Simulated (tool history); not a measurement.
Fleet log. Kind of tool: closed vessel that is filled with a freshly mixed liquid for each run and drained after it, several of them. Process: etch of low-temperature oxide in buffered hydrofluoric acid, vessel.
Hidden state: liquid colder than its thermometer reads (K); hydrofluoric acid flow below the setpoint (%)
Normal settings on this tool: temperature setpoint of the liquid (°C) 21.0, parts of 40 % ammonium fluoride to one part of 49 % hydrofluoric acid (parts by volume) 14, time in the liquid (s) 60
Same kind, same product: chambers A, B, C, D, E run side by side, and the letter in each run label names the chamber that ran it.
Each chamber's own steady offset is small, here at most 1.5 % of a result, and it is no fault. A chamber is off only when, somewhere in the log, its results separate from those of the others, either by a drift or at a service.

run	hour	temperature setpoint of the liquid (°C)	parts of 40 % ammonium fluoride to one part of 49 % hydrofluoric acid (parts by volume)	time in the liquid (s)	hours since the thermometer was replaced	hours since the hydrofluoric acid flow meter was replaced	read-back film thickness of the low-temperature oxide reference wafer, read on the same gauge (nm)	thickness taken off the low-temperature oxide on a monitor wafer (angstrom)
1E	6.7	21.0	14	60	700.1	786.9	150.06	1115.30
2D	19.1	21.0	14	60	295.2	580.6	150.02	1083.50
3B	29.0	21.0	14	60	1202.5	1041.8	149.95	1091.80
4A	37.8	21.0	14	60	1555.6	501.7	150.02	1083.80
5C	48.3	21.0	14	60	157.1	844.7	150.01	1081.30
6A	57.2	21.0	14	60	1575.0	521.1	149.98	1075.80
7B	68.3	21.0	14	60	1241.8	1081.1	150.01	1090.40
8E	75.5	22.5	17	60	768.9	855.7	150.01	997.87
9C	88.8	22.5	17	60	197.6	885.2	150.04	978.30
10D	98.8	22.5	17	60	374.9	660.3	149.96	980.95
11D	106.6	22.5	17	60	382.7	668.1	149.97	980.04
12E	120.4	22.5	17	60	813.8	900.6	149.97	995.23
13B	128.6	21.0	14	60	1302.1	1141.4	150.07	1106.20
14C	140.6	21.0	14	60	249.4	937.0	150.00	1074.60
15A	153.8	21.0	14	60	1671.6	617.7	150.05	1052.40
# hour 155.9: chamber D: hydrofluoric acid flow meter replaced
16B	163.9	21.0	14	60	1337.4	1176.7	150.02	1102.00
17E	178.0	21.0	14	60	871.4	958.2	150.01	1096.20
18A	185.7	21.0	14	60	1703.5	649.6	149.99	1025.20
19D	192.4	21.0	14	60	468.5	36.6	150.02	1084.30
20C	201.7	21.0	14	60	310.5	998.1	150.03	1073.30
21D	214.3	21.0	14	60	490.4	58.5	149.99	1089.10
22B	228.4	21.0	16	75	1401.9	1241.2	150.02	1203.60
23A	234.9	21.0	16	75	1752.7	698.8	150.00	1107.40
24C	241.6	21.0	16	75	350.4	1038.0	150.01	1180.10
# hour 251.2: chamber E: thermometer replaced
25E	252.9	21.0	16	75	1.8	1033.1	150.02	1220.40
26D	267.0	21.0	16	75	543.1	111.2	150.02	1204.90
27E	279.5	21.0	14	60	28.4	1059.7	149.99	1080.50
28B	289.8	21.0	14	60	1463.3	1302.6	150.06	1078.40
29A	304.3	21.0	14	60	1822.1	768.2	150.02	1007.60
30C	313.5	21.0	14	60	422.3	1109.9	150.00	1075.30
31A	321.3	21.0	14	60	1839.1	785.2	149.99	975.60
32D	329.9	21.0	14	60	606.0	174.1	149.98	1089.20

One chamber off, gauge drift, or nothing amiss beyond the chambers' own small offsets? If it is a chamber, which one, and what is the likeliest cause?

Chamber A drifts away from the others.
Most likely cause: hydrofluoric acid flow below the setpoint (%) = 9.54.
With only this log, it may be confused with: liquid colder than its thermometer reads (K).

Here are 4 candidates for chamber A's next run, each the usual settings with a change, their results left as question marks. Which one brings its results back in line with what the others give on the usual settings?
Allowed miss from the other chambers' usual-settings mean, per result, to count as in line: thickness taken off the low-temperature oxide on a monitor wafer (angstrom) 38.00
33A-1	340.5	21.0	13.5	65				?
33A-2	340.5	21.0	14.5	60				?
33A-3	340.5	21.0	13.5	60				?
33A-4	340.5	21.0	14.5	55				?

On the usual settings, the other chambers give on average: thickness taken off the low-temperature oxide on a monitor wafer (angstrom) 1089.50
run	thickness taken off the low-temperature oxide on a monitor wafer (angstrom)
33A-1	1097.80
33A-2	943.56
33A-3	1013.40
33A-4	864.93
With 33A-1, the chamber falls back in line with the rest.

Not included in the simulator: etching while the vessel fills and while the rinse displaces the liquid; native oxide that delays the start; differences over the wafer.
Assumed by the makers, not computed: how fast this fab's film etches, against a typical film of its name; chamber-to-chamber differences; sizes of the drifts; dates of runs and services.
